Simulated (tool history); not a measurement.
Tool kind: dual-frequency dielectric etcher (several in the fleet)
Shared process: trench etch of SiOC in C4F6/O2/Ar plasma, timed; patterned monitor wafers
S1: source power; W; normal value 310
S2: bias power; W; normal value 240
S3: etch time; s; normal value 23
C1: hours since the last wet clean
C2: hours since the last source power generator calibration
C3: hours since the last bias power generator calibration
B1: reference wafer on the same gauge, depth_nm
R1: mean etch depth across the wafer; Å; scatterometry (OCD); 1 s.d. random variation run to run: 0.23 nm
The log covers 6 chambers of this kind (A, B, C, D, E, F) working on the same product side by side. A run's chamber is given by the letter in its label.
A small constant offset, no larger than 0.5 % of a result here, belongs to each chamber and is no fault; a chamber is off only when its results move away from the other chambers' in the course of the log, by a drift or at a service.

Run 1D, day 0.154: usual settings; C1 66.2; C2 272.5; C3 2372.1; B1 44.793. Result: R1 476.62 Å.
Run 2E, day 0.308: usual settings; C1 58.9; C2 241.3; C3 278.4; B1 44.835. Result: R1 474.34 Å.
Run 3A, day 0.554: usual settings; C1 176.6; C2 143.5; C3 4389.4; B1 44.815. Result: R1 472.98 Å.
Run 4F, day 0.858: usual settings; C1 375.8; C2 1574.2; C3 1373.2; B1 44.781. Result: R1 476.02 Å.
Run 5B, day 1.146: usual settings; C1 235.7; C2 30.1; C3 286.3; B1 44.842. Result: R1 476.89 Å.
Run 6C, day 1.392: usual settings; C1 406.1; C2 1906.6; C3 2341.8; B1 44.775. Result: R1 474.18 Å.
Run 7F, day 1.692: usual settings; C1 395.8; C2 1594.2; C3 1393.2; B1 44.84. Result: R1 480.28 Å.
Run 8B, day 1.921: usual settings; C1 254.3; C2 48.7; C3 304.9; B1 44.846. Result: R1 473.11 Å.
At day 2.042: chamber C: bias power generator calibrated.
Run 9A, day 2.108: usual settings but S1 380 W, S3 19.5 s; C1 213.9; C2 180.8; C3 4426.7; B1 44.828. Result: R1 436.97 Å.
Run 10D, day 2.262: usual settings but S1 380 W, S3 19.5 s; C1 116.8; C2 323.1; C3 2422.7; B1 44.793. Result: R1 435.42 Å.
Run 11C, day 2.462: usual settings but S1 380 W, S3 19.5 s; C1 431.8; C2 1932.3; C3 10.1; B1 44.85. Result: R1 432.42 Å.
Run 12E, day 2.608: usual settings but S1 380 W, S3 19.5 s; C1 114.1; C2 296.5; C3 333.6; B1 44.818. Result: R1 438.22 Å.
Run 13B, day 2.883: usual settings but S1 380 W, S3 19.5 s; C1 277.4; C2 71.8; C3 328; B1 44.802. Result: R1 436.99 Å.
Run 14E, day 3.025: usual settings but S1 380 W, S3 19.5 s; C1 124.1; C2 306.5; C3 343.6; B1 44.768. Result: R1 437.75 Å.
Run 15F, day 3.196: usual settings; C1 431.9; C2 1630.3; C3 1429.3; B1 44.827. Result: R1 483.21 Å.
Run 16C, day 3.438: usual settings; C1 455.2; C2 1955.7; C3 33.5; B1 44.714. Result: R1 472.14 Å.
Run 17D, day 3.746: usual settings; C1 152.4; C2 358.7; C3 2458.3; B1 44.79. Result: R1 477.17 Å.
Run 18A, day 4.021: usual settings but S2 220 W; C1 259.8; C2 226.7; C3 4472.6; B1 44.758. Result: R1 466.24 Å.
Run 19D, day 4.292: usual settings but S2 220 W; C1 165.5; C2 371.8; C3 2471.4; B1 44.779. Result: R1 463.91 Å.
Run 20A, day 4.458: usual settings but S2 220 W; C1 270.3; C2 237.2; C3 4483.1; B1 44.821. Result: R1 463.95 Å.
At day 4.579: chamber C: wet clean of the chamber.
Run 21C, day 4.646: usual settings but S2 220 W; C1 1.7; C2 1984.7; C3 62.5; B1 44.755. Result: R1 462.38 Å.
Run 22B, day 4.846: usual settings but S2 220 W; C1 324.5; C2 118.9; C3 375.1; B1 44.77. Result: R1 457.75 Å.
Run 23E, day 5.154: usual settings but S2 220 W; C1 175.2; C2 357.6; C3 394.7; B1 44.772. Result: R1 464.18 Å.
Run 24F, day 5.438: usual settings; C1 485.7; C2 1684.1; C3 1483.1; B1 44.783. Result: R1 482.81 Å.
Run 25B, day 5.683: usual settings; C1 344.6; C2 139; C3 395.2; B1 44.804. Result: R1 469.94 Å.
Run 26D, day 5.921: usual settings but S1 250 W; C1 204.6; C2 410.9; C3 2510.5; B1 44.849. Result: R1 440.93 Å.
Run 27E, day 6.117: usual settings but S1 250 W; C1 198.3; C2 380.7; C3 417.8; B1 44.848. Result: R1 436.73 Å.
At day 6.225: chamber F: wet clean of the chamber.
Run 28C, day 6.275: usual settings but S1 250 W; C1 40.8; C2 2023.8; C3 101.6; B1 44.796. Result: R1 433.09 Å.
Run 29A, day 6.592: usual settings but S1 250 W; C1 321.5; C2 288.4; C3 4534.3; B1 44.826. Result: R1 441.75 Å.
Run 30F, day 6.888: usual settings but S1 250 W; C1 15.9; C2 1718.9; C3 1517.9; B1 44.814. Result: R1 438.29 Å.
Run 31B, day 7.196: usual settings but S1 250 W; C1 380.9; C2 175.3; C3 431.5; B1 44.782. Result: R1 426.99 Å.
Run 32C, day 7.458: usual settings; C1 69.2; C2 2052.2; C3 130; B1 44.795. Result: R1 475.93 Å.
Run 33D, day 7.688: usual settings; C1 247; C2 453.3; C3 2552.9; B1 44.793. Result: R1 480.37 Å.
Run 34A, day 7.975: usual settings but S1 380 W, S2 276 W; C1 354.7; C2 321.6; C3 4567.5; B1 44.83. Result: R1 542.7 Å.
At day 8.058: chamber C: source power generator calibrated.
At day 8.233: chamber A: bias power generator calibrated.
Run 35F, day 8.275: usual settings but S1 380 W, S2 276 W; C1 49.2; C2 1752.2; C3 1551.2; B1 44.78. Result: R1 541.59 Å.
Run 36E, day 8.442: usual settings but S1 380 W, S2 276 W; C1 254.1; C2 436.5; C3 473.6; B1 44.836. Result: R1 536.02 Å.
Run 37A, day 8.633: usual settings but S1 380 W, S2 276 W; C1 370.5; C2 337.4; C3 9.6; B1 44.776. Result: R1 540.23 Å.
Run 38E, day 8.829: usual settings but S1 380 W, S2 276 W; C1 263.4; C2 445.8; C3 482.9; B1 44.815. Result: R1 538.61 Å.
Run 39D, day 9.058: usual settings but S1 380 W, S2 276 W; C1 279.9; C2 486.2; C3 2585.8; B1 44.794. Result: R1 541.11 Å.
Run 40C, day 9.258: usual settings; C1 112.4; C2 28.9; C3 173.2; B1 44.807. Result: R1 470.28 Å.
Run 41F, day 9.4: usual settings; C1 76.2; C2 1779.2; C3 1578.2; B1 44.79. Result: R1 477.45 Å.
Run 42B, day 9.625: usual settings; C1 439.2; C2 233.6; C3 489.8; B1 44.779. Result: R1 462.91 Å.
Run 43A, day 9.938: usual settings but S2 282 W; C1 401.8; C2 368.7; C3 40.9; B1 44.749. Result: R1 507.59 Å.
Run 44D, day 10.154: usual settings but S2 282 W; C1 306.2; C2 512.5; C3 2612.1; B1 44.74. Result: R1 503.6 Å.

Each of the 6 chambers runs these same settings next. Fill in every chamber's results:
Run 45A, day 10.383: usual settings. Result: R1 ?.
Run 45B, day 10.383: usual settings. Result: R1 ?.
Run 45C, day 10.383: usual settings. Result: R1 ?.
Run 45D, day 10.383: usual settings. Result: R1 ?.
Run 45E, day 10.383: usual settings. Result: R1 ?.
Run 45F, day 10.383: usual settings. Result: R1 ?.

run      R1
45A  476.08
45B  455.51
45C   474.2
45D  482.37
45E  476.65
45F  481.19
